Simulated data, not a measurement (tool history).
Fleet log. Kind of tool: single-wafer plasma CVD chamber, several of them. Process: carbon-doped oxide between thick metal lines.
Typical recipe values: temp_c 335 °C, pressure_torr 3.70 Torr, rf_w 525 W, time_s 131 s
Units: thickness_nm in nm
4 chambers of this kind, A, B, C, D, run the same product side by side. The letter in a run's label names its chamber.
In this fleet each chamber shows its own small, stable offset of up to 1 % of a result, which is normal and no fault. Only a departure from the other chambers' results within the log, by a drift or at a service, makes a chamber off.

run	hour	temp_c	pressure_torr	rf_w	time_s	hours since the last thermocouple change	hours since the last RF generator calibration	hours since the last manometer calibration	read-back reference wafer on the same gauge, thickness_nm	thickness_nm
1B	6.3	335	3.70	525	131	1486.5	678.3	1567.4	550.75	676.32
2D	12.6	335	3.70	525	131	1778.5	128.3	402.6	551.04	689.45
3C	18.3	335	3.70	525	131	1291.8	937.8	918.8	551.37	671.24
4A	22.5	335	3.70	525	131	1341.1	1119.2	259.1	550.91	681.29
5A	29.4	335	3.70	525	131	1348.0	1126.1	266.0	550.95	681.55
# hour 30.9: chamber D: thermocouple changed; heater temperature recalibrated
6B	36.9	335	3.70	525	131	1517.1	708.9	1598.0	550.94	682.14
7D	44.7	335	3.70	525	131	13.8	160.4	434.7	550.63	685.48
8C	52.3	335	3.70	525	131	1325.8	971.8	952.8	550.92	674.83
9A	57.1	335	3.70	525	131	1375.7	1153.8	293.7	550.97	686.99
10D	66.4	344	3.70	525	131	35.5	182.1	456.4	550.62	666.36
11C	75.2	344	3.70	525	131	1348.7	994.7	975.7	551.50	653.72
12B	79.5	344	3.70	525	131	1559.7	751.5	1640.6	550.75	663.53
13B	86.5	344	3.70	525	131	1566.7	758.5	1647.6	550.99	660.12
14D	93.1	335	3.70	525	131	62.2	208.8	483.1	550.98	684.63
15A	102.3	335	3.70	525	131	1420.9	1199.0	338.9	550.77	681.29
16C	107.6	335	3.70	525	131	1381.1	1027.1	1008.1	550.61	671.08
17B	114.4	335	2.86	605	131	1594.6	786.4	1675.5	550.86	716.66
18A	119.1	335	2.86	605	131	1437.7	1215.8	355.7	551.20	719.90
19C	126.5	335	2.86	605	131	1400.0	1046.0	1027.0	550.61	714.77
20D	133.5	335	2.86	605	131	102.6	249.2	523.5	550.78	725.23
21A	139.0	335	3.70	525	131	1457.6	1235.7	375.6	550.71	678.88
22C	145.3	335	3.70	525	131	1418.8	1064.8	1045.8	550.97	677.09
23B	149.6	335	3.70	525	131	1629.8	821.6	1710.7	551.24	680.12
24D	156.4	335	3.70	525	131	125.5	272.1	546.4	551.31	682.44
25C	165.8	335	3.70	485	131	1439.3	1085.3	1066.3	551.10	642.70
26B	170.3	335	3.70	485	131	1650.5	842.3	1731.4	550.80	647.90
27A	174.9	335	3.70	485	131	1493.5	1271.6	411.5	551.37	639.97
28D	184.3	335	3.70	485	131	153.4	300.0	574.3	551.38	651.95
29D	190.9	335	3.70	525	131	160.0	306.6	580.9	550.96	688.10
30B	199.5	335	3.70	525	131	1679.7	871.5	1760.6	551.22	678.47
31C	207.3	322	3.70	525	131	1480.8	1126.8	1107.8	550.73	703.46
32A	212.4	322	3.70	525	131	1531.0	1309.1	449.0	551.08	697.55

Each of the 4 chambers runs these same settings next. Fill in every chamber's results:
33A	219.3	335	3.70	525	131					?
33B	219.3	335	3.70	525	131					?
33C	219.3	335	3.70	525	131					?
33D	219.3	335	3.70	525	131					?

run	thickness_nm
33A	669.10
33B	678.71
33C	675.57
33D	686.72
